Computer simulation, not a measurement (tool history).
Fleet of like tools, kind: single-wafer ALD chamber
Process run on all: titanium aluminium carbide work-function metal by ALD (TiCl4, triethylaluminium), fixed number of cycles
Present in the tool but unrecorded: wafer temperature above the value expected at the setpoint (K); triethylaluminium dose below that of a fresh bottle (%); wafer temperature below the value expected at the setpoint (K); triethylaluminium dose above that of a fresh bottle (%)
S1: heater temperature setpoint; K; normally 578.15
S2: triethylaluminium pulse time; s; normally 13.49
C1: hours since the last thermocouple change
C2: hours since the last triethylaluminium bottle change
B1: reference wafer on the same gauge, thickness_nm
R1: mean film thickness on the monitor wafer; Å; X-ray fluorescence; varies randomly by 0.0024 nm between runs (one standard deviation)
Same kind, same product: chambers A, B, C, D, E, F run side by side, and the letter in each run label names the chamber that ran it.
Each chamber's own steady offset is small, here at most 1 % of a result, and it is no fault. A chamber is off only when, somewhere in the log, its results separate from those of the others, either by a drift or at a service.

| run | hour | S1 | S2 | C1 | C2 | B1 | R1 |
|---|---|---|---|---|---|---|---|
| 1D | 5.0 | 578.15 | 13.49 | 445.7 | 350.8 | 2.3899 | 20.893 |
| 2F | 11.4 | 578.15 | 13.49 | 1660.8 | 694.3 | 2.3911 | 20.731 |
| 3B | 15.0 | 578.15 | 13.49 | 1853.7 | 1458.8 | 2.3905 | 20.954 |
| 4A | 19.3 | 578.15 | 13.49 | 845.8 | 207.4 | 2.3908 | 20.829 |
| 5E | 24.0 | 578.15 | 13.49 | 883.5 | 360.4 | 2.3908 | 20.770 |
| 6C | 30.7 | 578.15 | 13.49 | 2008.8 | 636.0 | 2.3913 | 21.010 |
| 7E | 37.4 | 578.15 | 13.49 | 896.9 | 373.8 | 2.3924 | 20.804 |
| 8B | 41.3 | 588.15 | 11.82 | 1880.0 | 1485.1 | 2.3916 | 21.698 |
| 9A | 46.7 | 588.15 | 11.82 | 873.2 | 234.8 | 2.3927 | 21.538 |
| 10D | 53.4 | 588.15 | 11.82 | 494.1 | 399.2 | 2.3931 | 21.603 |
| 11C | 58.6 | 588.15 | 11.82 | 2036.7 | 663.9 | 2.3931 | 21.729 |
| 12F | 62.4 | 588.15 | 11.82 | 1711.8 | 745.3 | 2.3936 | 21.489 |
| 13E | 67.2 | 588.15 | 11.82 | 926.7 | 403.6 | 2.3938 | 21.516 |
| 14F | 74.3 | 578.15 | 13.49 | 1723.7 | 757.2 | 2.3933 | 20.783 |
| 15D | 81.2 | 578.15 | 13.49 | 521.9 | 427.0 | 2.3943 | 20.969 |
| 16B | 85.4 | 578.15 | 13.49 | 1924.1 | 1529.2 | 2.3947 | 20.939 |
| 17A | 91.2 | 578.15 | 13.49 | 917.7 | 279.3 | 2.3941 | 20.824 |
| 18C | 97.4 | 578.15 | 13.49 | 2075.5 | 702.7 | 2.3948 | 21.002 |
| 19E | 104.4 | 578.15 | 13.49 | 963.9 | 440.8 | 2.3954 | 20.774 |
| 20A | 108.7 | 578.15 | 13.49 | 935.2 | 296.8 | 2.3953 | 20.895 |
| 21B | 114.8 | 578.15 | 13.49 | 1953.5 | 1558.6 | 2.3964 | 20.954 |
| 22F | 118.2 | 578.15 | 13.49 | 1767.6 | 801.1 | 2.3963 | 20.814 |
| 23C | 124.5 | 578.15 | 13.49 | 2102.6 | 729.8 | 2.3959 | 21.017 |
| 24D | 129.9 | 578.15 | 13.49 | 570.6 | 475.7 | 2.3958 | 20.986 |
| 25F | 134.1 | 578.15 | 13.49 | 1783.5 | 817.0 | 2.3968 | 20.764 |
| 26C | 138.5 | 571.15 | 9.44 | 2116.6 | 743.8 | 2.3982 | 19.785 |
| 27B | 144.6 | 571.15 | 9.44 | 1983.3 | 1588.4 | 2.3968 | 19.748 |
| 28A | 151.6 | 571.15 | 9.44 | 978.1 | 339.7 | 2.3974 | 19.651 |
| 29D | 157.9 | 571.15 | 9.44 | 598.6 | 503.7 | 2.3976 | 19.694 |
| 30E | 163.6 | 571.15 | 9.44 | 1023.1 | 500.0 | 2.3983 | 19.585 |
| 31D | 170.8 | 571.15 | 9.44 | 611.5 | 516.6 | 2.3990 | 19.736 |
| 32C | 177.3 | 578.15 | 13.49 | 2155.4 | 782.6 | 2.3992 | 21.082 |
| 33B | 182.5 | 578.15 | 13.49 | 2021.2 | 1626.3 | 2.3990 | 21.003 |
| 34F | 188.1 | 578.15 | 13.49 | 1837.5 | 871.0 | 2.3994 | 20.822 |
| 35E | 193.6 | 568.15 | 13.49 | 1053.1 | 530.0 | 2.4007 | 19.965 |
| 36A | 198.3 | 568.15 | 13.49 | 1024.8 | 386.4 | 2.4003 | 20.048 |
| 37D | 203.8 | 568.15 | 13.49 | 644.5 | 549.6 | 2.4008 | 20.119 |
| 38F | 208.3 | 568.15 | 13.49 | 1857.7 | 891.2 | 2.4001 | 19.931 |
| 39B | 214.9 | 568.15 | 13.49 | 2053.6 | 1658.7 | 2.4010 | 20.137 |
|  | 217.1 | chamber E: triethylaluminium bottle replaced |
| 40E | 218.1 | 568.15 | 13.49 | 1077.6 | 1.1 | 2.4014 | 19.938 |

Read the log: is a single chamber off, either drifting away or since a service, is the gauge that measures every chamber drifting, or is nothing wrong beyond small per-chamber offsets? Name any odd chamber and what most likely caused it.

The gauge drifts, so all chambers seem to drift together. No chamber is off.
What lies behind it: gauge reads high (%) = 0.478.

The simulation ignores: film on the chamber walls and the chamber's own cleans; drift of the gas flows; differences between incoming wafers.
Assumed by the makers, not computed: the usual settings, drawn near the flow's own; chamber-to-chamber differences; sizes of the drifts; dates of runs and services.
